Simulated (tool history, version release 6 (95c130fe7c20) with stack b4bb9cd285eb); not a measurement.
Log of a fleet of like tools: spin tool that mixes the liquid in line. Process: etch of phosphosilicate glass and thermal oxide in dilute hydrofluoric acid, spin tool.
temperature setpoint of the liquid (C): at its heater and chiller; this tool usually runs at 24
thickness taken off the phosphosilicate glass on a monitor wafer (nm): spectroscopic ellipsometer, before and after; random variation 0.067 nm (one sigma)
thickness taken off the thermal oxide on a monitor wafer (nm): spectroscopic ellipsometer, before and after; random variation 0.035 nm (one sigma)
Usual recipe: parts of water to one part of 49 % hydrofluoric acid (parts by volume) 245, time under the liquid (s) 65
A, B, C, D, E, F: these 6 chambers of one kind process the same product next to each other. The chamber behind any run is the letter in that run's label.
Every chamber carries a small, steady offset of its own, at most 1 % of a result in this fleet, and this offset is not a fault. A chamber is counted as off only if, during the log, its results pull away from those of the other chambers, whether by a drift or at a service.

run   hour  temperature setpoint of the liquid (C)  parts of water to one part of 49 % hydrofluoric acid (parts by volume)  time under the liquid (s)  read-back film thickness of the phosphosilicate glass reference wafer, read on the same gauge (nm)  read-back film thickness of the thermal oxide reference wafer, read on the same gauge (nm)  thickness taken off the phosphosilicate glass on a monitor wafer (nm)  thickness taken off the thermal oxide on a monitor wafer (nm)
 1C    3.8                                      24                                                                     245                         65                                                                                              139.99                                                                                      50.002                                                                 22.042                                                         1.0773
 2B    9.3                                      24                                                                     245                         65                                                                                              139.99                                                                                      50.013                                                                 22.157                                                         1.0809
 3F   14.7                                      24                                                                     245                         65                                                                                              139.98                                                                                      49.986                                                                  22.23                                                         0.9954
 4E   20.4                                      24                                                                     245                         65                                                                                              139.99                                                                                      50.012                                                                  22.16                                                         1.1149
 5A   25.8                                      24                                                                     245                         65                                                                                              140.02                                                                                      50.004                                                                 22.094                                                         1.0522
 6D   31.3                                      24                                                                     245                         65                                                                                              140.02                                                                                      49.998                                                                  22.25                                                         1.0455
 7E   36.4                                      24                                                                     245                         65                                                                                              140.01                                                                                      49.999                                                                 22.204                                                         1.0353
 8D   41.8                                      24                                                                     245                         65                                                                                              139.98                                                                                      49.989                                                                 22.269                                                         1.0809
      46.6  -- chamber A: thermometer replaced
 9C   46.6                                      24                                                                     245                         65                                                                                              139.98                                                                                      50.009                                                                 22.068                                                         1.0091
10B   54.2                                      24                                                                     245                         65                                                                                                 140                                                                                      50.018                                                                 22.282                                                         1.0653
      56.6  -- chamber B: hydrofluoric acid flow meter replaced
11A   60.3                                      24                                                                     245                         65                                                                                              140.01                                                                                      49.998                                                                 22.016                                                         1.0338
12F     68                                      24                                                                     245                         65                                                                                              139.98                                                                                      50.009                                                                 22.253                                                          1.094
13F   71.9                                      24                                                                     245                         65                                                                                                 140                                                                                      49.979                                                                  22.21                                                         1.0546
14C   75.3                                      24                                                                     245                         65                                                                                              139.96                                                                                      50.018                                                                 22.094                                                         1.0132
15A   81.7                                      24                                                                     245                         65                                                                                                 140                                                                                      49.983                                                                 22.096                                                         1.0696
16E   87.1                                      24                                                                     245                         65                                                                                                 140                                                                                      49.996                                                                 22.092                                                         1.0473
17D   90.8                                      24                                                                     245                         65                                                                                                 140                                                                                      50.009                                                                  22.26                                                         1.1423
18B   98.2                                      22                                                                     245                         65                                                                                              140.01                                                                                      49.985                                                                 20.664                                                         1.0117
19A  105.8                                      22                                                                     245                         65                                                                                              140.01                                                                                      49.995                                                                 20.526                                                        0.97672
20D  113.5                                      22                                                                     245                         65                                                                                              140.02                                                                                       49.99                                                                  20.75                                                         1.0055
21E  119.3                                      22                                                                     245                         65                                                                                              139.98                                                                                      49.996                                                                 20.609                                                         1.0109
22F  125.3                                      22                                                                     245                         65                                                                                              140.01                                                                                      50.001                                                                 20.532                                                         1.0251
23C  131.1                                      22                                                                     245                         65                                                                                              140.01                                                                                      49.984                                                                 20.557                                                         1.0248
24B  136.6                                      24                                                                     245                         65                                                                                              140.01                                                                                      49.986                                                                 22.185                                                         1.0471
25E  141.8                                      24                                                                     245                         65                                                                                              140.02                                                                                      49.993                                                                 22.185                                                         1.0805
26D  145.4                                      24                                                                     245                         65                                                                                              139.94                                                                                      49.994                                                                 22.328                                                          1.101
27F  149.4                                      24                                                                     245                         65                                                                                              140.01                                                                                      50.002                                                                 22.124                                                         1.1035
28A  156.8                                      24                                                                     245                         65                                                                                                 140                                                                                          50                                                                 22.181                                                         1.0591
29C  161.1                                      24                                                                     245                         65                                                                                              140.02                                                                                      50.012                                                                 22.135                                                         1.1034
30B  166.5                                      24                                                                     245                         65                                                                                              139.95                                                                                       49.99                                                                 22.048                                                         1.0239
31D  171.5                                      24                                                                     245                         65                                                                                              139.99                                                                                      50.008                                                                 22.296                                                         1.0116
     172.6  -- chamber B: thermometer replaced
32E  178.4                                      24                                                                     245                         65                                                                                              139.96                                                                                      50.008                                                                 22.247                                                         1.0244
33B  184.4                                      24                                                                     245                         65                                                                                                 140                                                                                      49.986                                                                 22.203                                                         1.0318
34C  189.8                                      24                                                                     245                         65                                                                                                 140                                                                                      49.992                                                                 22.012                                                         1.1434
35F    196                                      24                                                                     245                         65                                                                                                 140                                                                                      49.992                                                                 22.111                                                         1.1036
36A  200.2                                      24                                                                     245                         65                                                                                              140.02                                                                                      49.996                                                                 22.056                                                         1.0794
37D  206.3                                      24                                                                     245                         65                                                                                              140.02                                                                                          50                                                                 22.235                                                         1.0816
38A  209.9                                      24                                                                     245                         65                                                                                              139.98                                                                                      49.979                                                                 22.128                                                         1.0382
39F  217.4                                      24                                                                     245                         65                                                                                              139.99                                                                                      50.008                                                                 22.149                                                         1.0145
40C    224                                      24                                                                     245                         65                                                                                              140.03                                                                                      50.011                                                                 22.263                                                         1.0699
41E  229.1                                      24                                                                     245                         65                                                                                              139.98                                                                                      49.995                                                                 22.091                                                         1.0679
42B    233                                      24                                                                     245                         65                                                                                              140.03                                                                                      50.003                                                                 22.197                                                         1.0627
43E  239.1                                      24                                                                     245                         65                                                                                              139.97                                                                                      49.979                                                                 22.183                                                         1.0057
44B  245.2                                      24                                                                     150                         95                                                                                                 140                                                                                      50.004                                                                 58.183                                                         2.7374

Next, every chamber runs the same settings. What will each give?
45A  250.8                                      24                                                                     245                         65                                                                                                                                                                                                                                                                      ?                                                              ?
45B  250.8                                      24                                                                     245                         65                                                                                                                                                                                                                                                                      ?                                                              ?
45C  250.8                                      24                                                                     245                         65                                                                                                                                                                                                                                                                      ?                                                              ?
45D  250.8                                      24                                                                     245                         65                                                                                                                                                                                                                                                                      ?                                                              ?
45E  250.8                                      24                                                                     245                         65                                                                                                                                                                                                                                                                      ?                                                              ?
45F  250.8                                      24                                                                     245                         65                                                                                                                                                                                                                                                                      ?                                                              ?

run  thickness taken off the phosphosilicate glass on a monitor wafer (nm)  thickness taken off the thermal oxide on a monitor wafer (nm)
45A                                                                 22.101                                                         1.0949
45B                                                                 22.166                                                         1.0626
45C                                                                 22.138                                                         1.1085
45D                                                                 22.337                                                         1.1127
45E                                                                  22.22                                                         1.0841
45F                                                                  22.05                                                         1.0111
